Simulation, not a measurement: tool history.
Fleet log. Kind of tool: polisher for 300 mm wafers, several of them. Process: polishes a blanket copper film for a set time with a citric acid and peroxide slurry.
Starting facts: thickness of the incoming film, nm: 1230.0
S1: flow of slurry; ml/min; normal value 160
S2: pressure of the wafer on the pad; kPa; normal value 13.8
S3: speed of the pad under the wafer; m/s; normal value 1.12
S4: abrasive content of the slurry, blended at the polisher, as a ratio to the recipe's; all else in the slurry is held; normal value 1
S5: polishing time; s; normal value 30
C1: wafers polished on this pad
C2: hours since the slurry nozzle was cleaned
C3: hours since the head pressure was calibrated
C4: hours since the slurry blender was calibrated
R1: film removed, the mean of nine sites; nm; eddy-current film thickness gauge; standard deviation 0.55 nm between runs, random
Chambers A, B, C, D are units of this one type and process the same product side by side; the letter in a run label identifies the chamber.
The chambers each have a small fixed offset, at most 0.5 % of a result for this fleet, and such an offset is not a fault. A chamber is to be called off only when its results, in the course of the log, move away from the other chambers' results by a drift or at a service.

| run | hour | S1 | S2 | S3 | S4 | S5 | C1 | C2 | C3 | C4 | R1 |
|---|---|---|---|---|---|---|---|---|---|---|---|
|  | 1.7 | chamber A: worn pad replaced by a new one |
| 1D | 5.1 | 160 | 13.8 | 1.12 | 1 | 30 | 746 | 173.1 | 333.7 | 103.7 | 57.000 |
| 2B | 10.9 | 160 | 13.8 | 1.12 | 1 | 30 | 915 | 231.1 | 227.4 | 33.2 | 56.475 |
| 3A | 19.6 | 160 | 13.8 | 1.12 | 1 | 30 | 166 | 564.7 | 302.1 | 131.4 | 56.957 |
|  | 22.7 | chamber C: worn pad replaced by a new one |
| 4C | 26.7 | 160 | 13.8 | 1.12 | 1 | 30 | 37 | 616.1 | 780.9 | 130.6 | 56.267 |
|  | 33.2 | chamber A: slurry nozzle cleaned |
| 5C | 34.0 | 160 | 13.8 | 1.12 | 1 | 30 | 104 | 623.4 | 788.2 | 137.9 | 57.641 |
|  | 35.7 | chamber B: worn pad replaced by a new one |
| 6D | 38.8 | 160 | 13.8 | 1.12 | 1 | 30 | 1057 | 206.8 | 367.4 | 137.4 | 56.739 |
| 7A | 45.8 | 160 | 13.8 | 1.12 | 1 | 30 | 408 | 12.7 | 328.3 | 157.6 | 55.860 |
| 8B | 52.4 | 160 | 13.8 | 1.12 | 1 | 30 | 154 | 272.6 | 268.9 | 74.7 | 57.510 |
|  | 55.4 | chamber D: worn pad replaced by a new one |
| 9D | 60.9 | 160 | 13.8 | 1.12 | 1 | 30 | 51 | 228.9 | 389.5 | 159.5 | 57.390 |
| 10B | 70.3 | 160 | 13.8 | 1.12 | 1 | 39 | 320 | 290.5 | 286.8 | 92.6 | 72.848 |
| 11A | 79.3 | 160 | 13.8 | 1.12 | 1 | 39 | 718 | 46.2 | 361.8 | 191.1 | 74.065 |
|  | 79.8 | chamber A: slurry blender recalibrated |
|  | 84.5 | chamber A: worn pad replaced by a new one |
| 12C | 88.4 | 160 | 13.8 | 1.12 | 1 | 39 | 608 | 677.8 | 842.6 | 192.3 | 73.944 |
|  | 91.3 | chamber C: slurry blender recalibrated |
| 13B | 96.5 | 160 | 13.8 | 1.12 | 1 | 39 | 562 | 316.7 | 313.0 | 118.8 | 74.917 |
|  | 100.5 | chamber C: slurry nozzle cleaned |
| 14A | 101.9 | 160 | 13.8 | 1.12 | 1 | 30 | 161 | 68.8 | 384.4 | 22.1 | 56.709 |
| 15C | 109.6 | 160 | 13.8 | 1.12 | 1 | 30 | 804 | 9.2 | 863.8 | 18.4 | 56.874 |
| 16D | 119.0 | 160 | 13.8 | 1.12 | 1 | 30 | 588 | 287.0 | 447.6 | 217.6 | 56.928 |
| 17B | 126.0 | 160 | 13.8 | 1.12 | 1 | 30 | 835 | 346.2 | 342.5 | 148.3 | 57.306 |
| 18C | 133.6 | 160 | 13.8 | 1.12 | 1 | 30 | 1026 | 33.2 | 887.8 | 42.4 | 56.790 |
|  | 135.9 | chamber B: worn pad replaced by a new one |
| 19D | 141.3 | 160 | 13.8 | 1.12 | 1 | 30 | 794 | 309.3 | 469.9 | 239.9 | 57.317 |
|  | 144.2 | chamber C: worn pad replaced by a new one |
| 20A | 149.8 | 160 | 13.8 | 1.12 | 1 | 30 | 604 | 116.7 | 432.3 | 70.0 | 57.108 |
| 21D | 154.5 | 160 | 13.8 | 1.12 | 1 | 30 | 916 | 322.5 | 483.1 | 253.1 | 56.402 |
| 22A | 160.9 | 160 | 13.8 | 1.12 | 1 | 30 | 706 | 127.8 | 443.4 | 81.1 | 56.933 |
| 23C | 167.8 | 160 | 9.7 | 1.12 | 1 | 30 | 218 | 67.4 | 922.0 | 76.6 | 39.922 |
|  | 167.9 | chamber A: worn pad replaced by a new one |
|  | 168.0 | chamber D: worn pad replaced by a new one |
| 24B | 172.3 | 160 | 9.7 | 1.12 | 1 | 30 | 336 | 392.5 | 388.8 | 194.6 | 40.303 |
|  | 175.4 | chamber C: head pressure recalibrated |
| 25B | 177.6 | 160 | 9.7 | 1.12 | 1 | 30 | 385 | 397.8 | 394.1 | 199.9 | 40.179 |
|  | 180.8 | chamber D: slurry blender recalibrated |
| 26D | 187.0 | 160 | 9.7 | 1.12 | 1 | 30 | 176 | 355.0 | 515.6 | 6.3 | 40.397 |
| 27C | 192.9 | 160 | 13.8 | 1.12 | 1 | 30 | 451 | 92.5 | 17.6 | 101.7 | 50.950 |
| 28A | 201.6 | 195 | 13.8 | 1.12 | 1 | 30 | 311 | 168.5 | 484.1 | 121.8 | 58.852 |
| 29A | 210.2 | 195 | 13.8 | 1.12 | 1 | 30 | 391 | 177.1 | 492.7 | 130.4 | 57.537 |
| 30B | 216.2 | 195 | 13.8 | 1.12 | 1 | 30 | 742 | 436.4 | 432.7 | 238.5 | 58.182 |
| 31D | 223.6 | 195 | 13.8 | 1.12 | 1 | 30 | 514 | 391.6 | 552.2 | 42.9 | 57.816 |
| 32C | 231.9 | 160 | 13.8 | 1.38 | 1 | 30 | 811 | 131.5 | 56.6 | 140.7 | 62.419 |
|  | 233.6 | chamber B: worn pad replaced by a new one |
|  | 236.8 | chamber A: worn pad replaced by a new one |
| 33B | 238.0 | 160 | 13.8 | 1.38 | 1 | 30 | 41 | 458.2 | 454.5 | 260.3 | 69.222 |
|  | 241.2 | chamber B: slurry blender recalibrated |
| 34A | 244.4 | 160 | 13.8 | 1.38 | 1 | 30 | 70 | 211.3 | 526.9 | 164.6 | 69.272 |
| 35D | 250.3 | 160 | 13.8 | 1.38 | 1 | 30 | 761 | 418.3 | 578.9 | 69.6 | 69.507 |
|  | 257.1 | chamber C: worn pad replaced by a new one |
| 36C | 258.8 | 160 | 13.8 | 1.12 | 1 | 30 | 16 | 158.4 | 83.5 | 167.6 | 51.461 |
|  | 262.7 | chamber A: slurry blender recalibrated |
| 37C | 265.5 | 160 | 13.8 | 1.12 | 1 | 30 | 78 | 165.1 | 90.2 | 174.3 | 50.885 |
| 38B | 270.7 | 160 | 13.8 | 1.12 | 1 | 27 | 343 | 490.9 | 487.2 | 29.6 | 51.620 |
| 39D | 279.7 | 160 | 13.8 | 1.12 | 1 | 27 | 1033 | 447.7 | 608.3 | 99.0 | 50.718 |
| 40A | 287.7 | 160 | 13.8 | 1.12 | 1 | 27 | 471 | 254.6 | 570.2 | 25.1 | 50.109 |

Next, all 4 chambers run the settings below, one line each with question marks for the results. What does each chamber give?
| 41A | 294.5 | 160 | 13.8 | 1.12 | 1 | 30 |  |  |  |  | ? |
| 41B | 294.5 | 160 | 13.8 | 1.12 | 1 | 30 |  |  |  |  | ? |
| 41C | 294.5 | 160 | 13.8 | 1.12 | 1 | 30 |  |  |  |  | ? |
| 41D | 294.5 | 160 | 13.8 | 1.12 | 1 | 30 |  |  |  |  | ? |

| run | R1 |
|---|---|
| 41A | 56.684 |
| 41B | 56.802 |
| 41C | 49.833 |
| 41D | 56.769 |
